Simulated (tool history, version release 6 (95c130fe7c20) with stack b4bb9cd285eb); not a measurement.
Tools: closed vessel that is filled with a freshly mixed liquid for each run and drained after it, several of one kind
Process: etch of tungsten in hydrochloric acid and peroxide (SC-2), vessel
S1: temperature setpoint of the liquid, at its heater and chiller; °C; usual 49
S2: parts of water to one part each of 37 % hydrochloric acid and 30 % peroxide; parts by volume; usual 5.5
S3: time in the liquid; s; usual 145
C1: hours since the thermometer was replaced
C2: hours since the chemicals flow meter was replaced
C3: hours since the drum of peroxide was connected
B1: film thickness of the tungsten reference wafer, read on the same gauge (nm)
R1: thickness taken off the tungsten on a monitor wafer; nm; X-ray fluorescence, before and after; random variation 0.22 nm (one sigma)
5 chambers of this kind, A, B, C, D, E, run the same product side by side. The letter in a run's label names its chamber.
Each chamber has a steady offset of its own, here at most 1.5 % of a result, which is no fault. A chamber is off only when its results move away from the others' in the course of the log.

run,hour,S1,S2,S3,C1,C2,C3,B1,R1
1D,10.9,49,5.5,145,1713.3,407.6,1045.3,139.99,31.308
# hour 12: chamber E: new drum of peroxide connected
2C,24.1,49,5.5,145,301.1,1782.7,356.1,140.02,31.958
3B,33.8,49,5.5,145,151.6,358,903.3,140.02,31.546
4E,44.6,49,5.5,145,268.2,528.9,32.7,140.03,31.84
# hour 54: chamber D: chemicals flow meter replaced
5A,54.2,49,5.5,145,543.9,2297.1,1121.3,140.06,32.206
6B,67,49,5.5,145,184.8,391.2,936.5,139.97,31.385
7D,82.2,49,5.5,145,1784.6,28.2,1116.6,139.97,31.724
8A,93,49,5.5,145,582.7,2335.9,1160.1,139.98,32.366
9E,101.9,49,5.5,145,325.5,586.2,90,140.03,31.887
10C,112.5,49,5.5,145,389.5,1871.1,444.5,139.97,32.302
11A,121.8,49,5.5,145,611.5,2364.7,1188.9,139.98,32.456
12C,130.7,49,5.5,145,407.7,1889.3,462.7,140.04,31.87
13E,144.3,49,5.5,145,367.9,628.6,132.4,140.01,31.263
14B,159.7,49,5.5,145,277.5,483.9,1029.2,139.96,31.857
# hour 170.7: chamber B: new drum of peroxide connected
15D,172,49,5.5,145,1874.4,118,1206.4,140.02,31.716
16B,180,49,5.5,145,297.8,504.2,9.3,140.01,31.704
17C,187.1,57,7.5,145,464.1,1945.7,519.1,140.03,42.917
18D,194.9,57,7.5,145,1897.3,140.9,1229.3,140.04,42.498
# hour 195.3: chamber A: chemicals flow meter replaced
19A,205.7,57,7.5,145,695.4,10.4,1272.8,140,44.832
20E,212.9,57,7.5,145,436.5,697.2,201,140,41.955
21C,224.1,57,7.5,145,501.1,1982.7,556.1,139.98,42.732
22A,234.2,52.5,5.5,90,723.9,38.9,1301.3,140.01,26.331
# hour 238: chamber C: chemicals flow meter replaced
23E,243.3,52.5,5.5,90,466.9,727.6,231.4,140.01,24.576
# hour 246.9: chamber D: new drum of peroxide connected
# hour 253.6: chamber A: new drum of peroxide connected
24D,256.4,52.5,5.5,90,1958.8,202.4,9.5,140.03,25.045
25B,264.1,52.5,5.5,90,381.9,588.3,93.4,140.02,24.594
26A,277,52.5,5.5,90,766.7,81.7,23.4,139.99,26.992
27C,284.2,49,5.5,145,561.2,46.3,616.2,140.01,32.165
28D,292.7,43,5.5,145,1995.1,238.7,45.8,140,21.363
29B,302,43,5.5,145,419.8,626.2,131.3,140,21.251
30E,315.1,43,5.5,145,538.7,799.4,303.2,140.03,21.148
31E,330,43,5.5,145,553.6,814.3,318.1,140.04,21.017
32A,342.2,43,5.5,145,831.9,146.9,88.6,140.04,23.349

Next, every chamber runs the same settings. What will each give?
33A,353.4,49,5.5,145,,,,,?
33B,353.4,49,5.5,145,,,,,?
33C,353.4,49,5.5,145,,,,,?
33D,353.4,49,5.5,145,,,,,?
33E,353.4,49,5.5,145,,,,,?

run,R1
33A,35.295
33B,31.394
33C,32.215
33D,32.045
33E,31.533
